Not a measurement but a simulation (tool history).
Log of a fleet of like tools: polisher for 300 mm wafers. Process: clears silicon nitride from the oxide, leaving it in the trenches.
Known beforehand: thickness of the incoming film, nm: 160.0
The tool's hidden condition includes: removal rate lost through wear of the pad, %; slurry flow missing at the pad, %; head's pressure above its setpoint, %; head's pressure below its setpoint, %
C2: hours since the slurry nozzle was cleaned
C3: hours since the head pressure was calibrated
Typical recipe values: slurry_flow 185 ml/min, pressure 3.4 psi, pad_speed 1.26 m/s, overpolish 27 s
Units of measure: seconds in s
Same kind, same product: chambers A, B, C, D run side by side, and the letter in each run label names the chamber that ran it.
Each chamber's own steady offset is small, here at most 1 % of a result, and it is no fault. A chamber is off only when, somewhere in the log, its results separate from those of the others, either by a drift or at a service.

-- day=0.354 chamber B: worn pad replaced by a new one
run 1C day=0.408 | slurry_flow=185 pressure=3.4 pad_speed=1.26 overpolish=27 | wafers_polished_on_this_pad=1219 C2=815 C3=522.8 | seconds=109.1
run 2A day=0.85 | slurry_flow=185 pressure=3.4 pad_speed=1.26 overpolish=27 | wafers_polished_on_this_pad=441 C2=88.4 C3=737.6 | seconds=105.07
-- day=1.221 chamber C: worn pad replaced by a new one
run 3B day=1.475 | slurry_flow=185 pressure=3.4 pad_speed=1.26 overpolish=27 | wafers_polished_on_this_pad=250 C2=83.7 C3=160.7 | seconds=106.13
run 4D day=2.083 | slurry_flow=185 pressure=3.4 pad_speed=1.26 overpolish=27 | wafers_polished_on_this_pad=765 C2=271.5 C3=388 | seconds=103.61
run 5D day=2.483 | slurry_flow=185 pressure=3.4 pad_speed=1.26 overpolish=27 | wafers_polished_on_this_pad=854 C2=281.1 C3=397.6 | seconds=106.04
run 6B day=3.017 | slurry_flow=185 pressure=3.4 pad_speed=1.26 overpolish=27 | wafers_polished_on_this_pad=593 C2=120.7 C3=197.7 | seconds=104.37
-- day=3.192 chamber C: slurry nozzle cleaned
run 7C day=3.312 | slurry_flow=185 pressure=3.4 pad_speed=1.26 overpolish=27 | wafers_polished_on_this_pad=466 C2=3 C3=592.5 | seconds=103.62
run 8A day=3.846 | slurry_flow=185 pressure=3.4 pad_speed=1.26 overpolish=27 | wafers_polished_on_this_pad=1109 C2=160.3 C3=809.5 | seconds=105.24
run 9A day=4.312 | slurry_flow=185 pressure=3.4 pad_speed=1.26 overpolish=27 | wafers_polished_on_this_pad=1213 C2=171.5 C3=820.7 | seconds=105.96
-- day=4.567 chamber A: worn pad replaced by a new one
-- day=4.608 chamber B: worn pad replaced by a new one
run 10B day=4.808 | slurry_flow=185 pressure=3.4 pad_speed=1.26 overpolish=27 | wafers_polished_on_this_pad=44 C2=163.7 C3=240.7 | seconds=104.19
run 11D day=5.275 | slurry_flow=220 pressure=3.4 pad_speed=1.26 overpolish=17 | wafers_polished_on_this_pad=1476 C2=348.1 C3=464.6 | seconds=100.68
-- day=5.338 chamber D: worn pad replaced by a new one
run 12C day=5.742 | slurry_flow=220 pressure=3.4 pad_speed=1.26 overpolish=17 | wafers_polished_on_this_pad=1007 C2=61.3 C3=650.8 | seconds=104.06
run 13B day=6.204 | slurry_flow=220 pressure=3.4 pad_speed=1.26 overpolish=17 | wafers_polished_on_this_pad=356 C2=197.2 C3=274.2 | seconds=102.61
run 14C day=6.642 | slurry_flow=220 pressure=3.4 pad_speed=1.26 overpolish=17 | wafers_polished_on_this_pad=1208 C2=82.9 C3=672.4 | seconds=101.79
run 15D day=6.942 | slurry_flow=185 pressure=3.4 pad_speed=1.26 overpolish=27 | wafers_polished_on_this_pad=358 C2=388.1 C3=504.6 | seconds=106.95
run 16A day=7.254 | slurry_flow=185 pressure=3.4 pad_speed=1.26 overpolish=14 | wafers_polished_on_this_pad=599 C2=242.1 C3=891.3 | seconds=105.4
-- day=7.358 chamber B: head pressure recalibrated
-- day=7.671 chamber C: worn pad replaced by a new one
run 17A day=7.883 | slurry_flow=185 pressure=3.4 pad_speed=1.26 overpolish=14 | wafers_polished_on_this_pad=739 C2=257.2 C3=906.4 | seconds=102.22
-- day=8.358 chamber B: worn pad replaced by a new one
run 18C day=8.479 | slurry_flow=185 pressure=3.4 pad_speed=1.26 overpolish=14 | wafers_polished_on_this_pad=180 C2=127 C3=716.5 | seconds=105.25
run 19B day=8.867 | slurry_flow=185 pressure=3.4 pad_speed=1.26 overpolish=14 | wafers_polished_on_this_pad=113 C2=261.1 C3=36.2 | seconds=103.86
run 20D day=9.454 | slurry_flow=185 pressure=3.4 pad_speed=1.26 overpolish=27 | wafers_polished_on_this_pad=918 C2=448.4 C3=564.9 | seconds=106.68
run 21A day=9.9 | slurry_flow=185 pressure=3.4 pad_speed=1.26 overpolish=27 | wafers_polished_on_this_pad=1189 C2=305.6 C3=954.8 | seconds=104.19
run 22C day=10.483 | slurry_flow=185 pressure=3.4 pad_speed=1.26 overpolish=27 | wafers_polished_on_this_pad=627 C2=175.1 C3=764.6 | seconds=105.86
-- day=10.55 chamber C: head pressure recalibrated
-- day=10.738 chamber D: slurry nozzle cleaned
run 23D day=10.867 | slurry_flow=185 pressure=3.4 pad_speed=1.06 overpolish=27 | wafers_polished_on_this_pad=1232 C2=3.2 C3=598.8 | seconds=131.47
-- day=11.025 chamber A: worn pad replaced by a new one
-- day=11.196 chamber D: worn pad replaced by a new one
run 24B day=11.233 | slurry_flow=185 pressure=3.4 pad_speed=1.06 overpolish=27 | wafers_polished_on_this_pad=641 C2=317.9 C3=93 | seconds=126.55
run 25D day=11.75 | slurry_flow=185 pressure=3.4 pad_speed=1.06 overpolish=27 | wafers_polished_on_this_pad=123 C2=24.4 C3=620 | seconds=130.85
run 26B day=12.346 | slurry_flow=185 pressure=3.4 pad_speed=1.06 overpolish=27 | wafers_polished_on_this_pad=889 C2=344.6 C3=119.7 | seconds=123.73
run 27A day=12.662 | slurry_flow=185 pressure=3.4 pad_speed=1.26 overpolish=27 | wafers_polished_on_this_pad=365 C2=371.9 C3=1021.1 | seconds=104.84
-- day=12.717 chamber B: worn pad replaced by a new one
run 28C day=13.221 | slurry_flow=185 pressure=3.4 pad_speed=1.26 overpolish=27 | wafers_polished_on_this_pad=1237 C2=240.8 C3=64.2 | seconds=104.51
-- day=13.271 chamber C: worn pad replaced by a new one
run 29A day=13.725 | slurry_flow=185 pressure=3.4 pad_speed=1.26 overpolish=27 | wafers_polished_on_this_pad=602 C2=397.4 C3=1046.6 | seconds=101.86
run 30D day=14.142 | slurry_flow=185 pressure=3.4 pad_speed=1.26 overpolish=27 | wafers_polished_on_this_pad=656 C2=81.8 C3=677.4 | seconds=108.32
run 31C day=14.446 | slurry_flow=185 pressure=3.4 pad_speed=1.26 overpolish=27 | wafers_polished_on_this_pad=261 C2=270.2 C3=93.6 | seconds=106.41
run 32B day=14.792 | slurry_flow=185 pressure=3.4 pad_speed=1.26 overpolish=27 | wafers_polished_on_this_pad=463 C2=403.3 C3=178.4 | seconds=104.72
run 33D day=15.367 | slurry_flow=245 pressure=3.4 pad_speed=1.26 overpolish=27 | wafers_polished_on_this_pad=929 C2=111.2 C3=706.8 | seconds=106.29
run 34C day=15.912 | slurry_flow=245 pressure=3.4 pad_speed=1.26 overpolish=27 | wafers_polished_on_this_pad=588 C2=305.4 C3=128.8 | seconds=103.82
run 35A day=16.217 | slurry_flow=245 pressure=3.4 pad_speed=1.26 overpolish=27 | wafers_polished_on_this_pad=1158 C2=457.2 C3=1106.4 | seconds=101.16
run 36B day=16.792 | slurry_flow=245 pressure=3.4 pad_speed=1.26 overpolish=27 | wafers_polished_on_this_pad=908 C2=451.3 C3=226.4 | seconds=101.51
-- day=16.838 chamber B: worn pad replaced by a new one
run 37A day=17.154 | slurry_flow=185 pressure=3.4 pad_speed=1.26 overpolish=27 | wafers_polished_on_this_pad=1366 C2=479.7 C3=1128.9 | seconds=106.48
-- day=17.179 chamber A: worn pad replaced by a new one
run 38B day=17.525 | slurry_flow=185 pressure=3.4 pad_speed=1.26 overpolish=27 | wafers_polished_on_this_pad=153 C2=468.9 C3=244 | seconds=105.94
-- day=18.071 chamber D: worn pad replaced by a new one
run 39C day=18.083 | slurry_flow=185 pressure=3.4 pad_speed=1.26 overpolish=27 | wafers_polished_on_this_pad=1072 C2=357.5 C3=180.9 | seconds=104.09
run 40D day=18.354 | slurry_flow=185 pressure=3.4 pad_speed=1.26 overpolish=27 | wafers_polished_on_this_pad=63 C2=182.9 C3=778.5 | seconds=110.76
run 41D day=18.792 | slurry_flow=185 pressure=2.4 pad_speed=1.26 overpolish=27 | wafers_polished_on_this_pad=160 C2=193.4 C3=789 | seconds=156.83
run 42C day=19.121 | slurry_flow=185 pressure=2.4 pad_speed=1.26 overpolish=27 | wafers_polished_on_this_pad=1303 C2=382.4 C3=205.8 | seconds=153.33
-- day=19.421 chamber A: slurry nozzle cleaned
run 43A day=19.642 | slurry_flow=185 pressure=2.4 pad_speed=1.26 overpolish=27 | wafers_polished_on_this_pad=549 C2=5.3 C3=1188.6 | seconds=149
run 44B day=20.046 | slurry_flow=185 pressure=2.4 pad_speed=1.26 overpolish=27 | wafers_polished_on_this_pad=715 C2=529.4 C3=304.5 | seconds=144.73

For the next run the whole fleet of 4 chambers uses the same settings. Give each chamber's results:
run 45A day=20.496 | slurry_flow=185 pressure=3.8 pad_speed=1.26 overpolish=27 | seconds=?
run 45B day=20.496 | slurry_flow=185 pressure=3.8 pad_speed=1.26 overpolish=27 | seconds=?
run 45C day=20.496 | slurry_flow=185 pressure=3.8 pad_speed=1.26 overpolish=27 | seconds=?
run 45D day=20.496 | slurry_flow=185 pressure=3.8 pad_speed=1.26 overpolish=27 | seconds=?

run=45A seconds=91.12
run=45B seconds=94.23
run=45C seconds=94.91
run=45D seconds=99.103

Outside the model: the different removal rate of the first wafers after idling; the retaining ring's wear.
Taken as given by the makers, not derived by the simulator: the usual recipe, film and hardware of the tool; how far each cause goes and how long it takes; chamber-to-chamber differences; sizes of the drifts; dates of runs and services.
